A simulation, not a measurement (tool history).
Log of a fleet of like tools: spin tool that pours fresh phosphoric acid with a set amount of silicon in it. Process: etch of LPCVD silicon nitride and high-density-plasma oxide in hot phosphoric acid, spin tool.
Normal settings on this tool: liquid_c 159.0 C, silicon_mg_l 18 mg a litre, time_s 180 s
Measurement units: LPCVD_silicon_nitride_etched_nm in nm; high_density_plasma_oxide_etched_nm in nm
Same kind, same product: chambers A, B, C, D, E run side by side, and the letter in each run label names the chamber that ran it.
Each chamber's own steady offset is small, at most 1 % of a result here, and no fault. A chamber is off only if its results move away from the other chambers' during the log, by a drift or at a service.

run	hour	liquid_c	silicon_mg_l	time_s	hours since the thermometer was replaced	hours since the dissolved silicon flow meter was replaced	hours since the heated supply line was repaired	read-back film thickness of the LPCVD silicon nitride reference wafer, read on the same gauge (nm)	read-back film thickness of the high-density-plasma oxide reference wafer, read on the same gauge (nm)	LPCVD_silicon_nitride_etched_nm	high_density_plasma_oxide_etched_nm
1D	8.6	159.0	18	180	1557.8	362.5	1254.2	129.99	100.030	15.8680	0.249600
2C	15.2	159.0	18	180	963.9	42.1	674.4	130.04	99.994	16.0210	0.289080
3E	20.9	159.0	18	180	788.5	943.1	43.8	130.01	100.030	15.8530	0.235010
4A	26.3	159.0	18	180	111.7	250.4	1766.9	130.00	100.010	16.1450	0.229930
5B	34.0	159.0	18	180	571.0	1997.9	674.4	129.99	100.010	16.3360	0.286640
6C	42.5	159.0	18	180	991.2	69.4	701.7	129.96	100.020	16.1540	0.266870
7A	48.3	159.0	18	180	133.7	272.4	1788.9	130.00	99.985	16.0140	0.257220
8B	56.2	159.0	18	180	593.2	2020.1	696.6	129.98	100.020	16.3090	0.260430
9D	61.4	159.0	18	180	1610.6	415.3	1307.0	129.99	100.010	16.0880	0.260830
10E	70.3	159.0	18	180	837.9	992.5	93.2	129.96	99.970	15.9770	0.306900
11A	80.0	159.0	18	180	165.4	304.1	1820.6	130.02	100.020	16.0890	0.269440
12D	87.4	159.0	18	180	1636.6	441.3	1333.0	130.02	99.988	16.2530	0.250520
13C	93.3	159.0	18	180	1042.0	120.2	752.5	130.00	99.980	15.8170	0.273160
14B	101.4	161.0	18	270	638.4	2065.3	741.8	129.98	99.973	25.6910	0.484530
15E	108.3	161.0	18	270	875.9	1030.5	131.2	129.97	99.996	25.9460	0.449310
16E	117.0	161.0	18	270	884.6	1039.2	139.9	130.00	99.996	25.8380	0.493340
17B	126.7	161.0	18	270	663.7	2090.6	767.1	130.01	100.010	25.1770	0.493360
18A	134.7	161.0	18	270	220.1	358.8	1875.3	130.04	99.986	25.5960	0.522010
19D	139.4	157.0	18	80	1688.6	493.3	1385.0	129.98	99.989	6.5259	0.122590
20C	144.7	157.0	18	80	1093.4	171.6	803.9	129.99	100.020	6.6642	0.103790
21A	153.6	157.0	18	80	239.0	377.7	1894.2	130.01	99.977	6.6550	0.107720
22B	160.2	157.0	18	80	697.2	2124.1	800.6	130.00	99.993	6.7259	0.076876
23D	169.6	157.0	18	80	1718.8	523.5	1415.2	130.00	99.978	6.5284	0.091241
24C	176.3	159.0	18	180	1125.0	203.2	835.5	130.02	99.989	16.1180	0.270710
25E	185.1	159.0	18	180	952.7	1107.3	208.0	130.01	100.000	15.9690	0.302690
26D	194.2	159.0	18	180	1743.4	548.1	1439.8	129.98	100.020	16.0580	0.296830
27B	203.4	159.0	18	180	740.4	2167.3	843.8	130.01	99.993	16.2290	0.283300
28A	210.2	159.0	18	180	295.6	434.3	1950.8	130.00	99.979	15.9630	0.286760
29C	217.9	159.0	18	180	1166.6	244.8	877.1	129.99	99.970	15.9090	0.262030
30E	227.1	157.5	18	90	994.7	1149.3	250.0	129.99	99.995	7.5832	0.118010
31E	234.4	157.5	18	90	1002.0	1156.6	257.3	130.01	99.988	7.5402	0.121320
32B	239.8	157.5	18	90	776.8	2203.7	880.2	130.01	100.020	7.7316	0.132650
33D	247.8	157.5	18	90	1797.0	601.7	1493.4	129.99	99.973	7.4703	0.114740
34A	253.4	157.5	18	90	338.8	477.5	1994.0	129.96	100.030	7.6202	0.127650
35C	262.2	159.0	18	180	1210.9	289.1	921.4	129.99	99.987	16.1050	0.267770
36C	271.8	159.0	18	180	1220.5	298.7	931.0	129.97	99.947	15.9970	0.271650

Is one chamber off against the others, does the gauge drift, or is nothing wrong? If a chamber is off, say which, and what the likeliest cause is.

The fleet is healthy, with each chamber sitting at its usual small offset and no drift in the gauge.
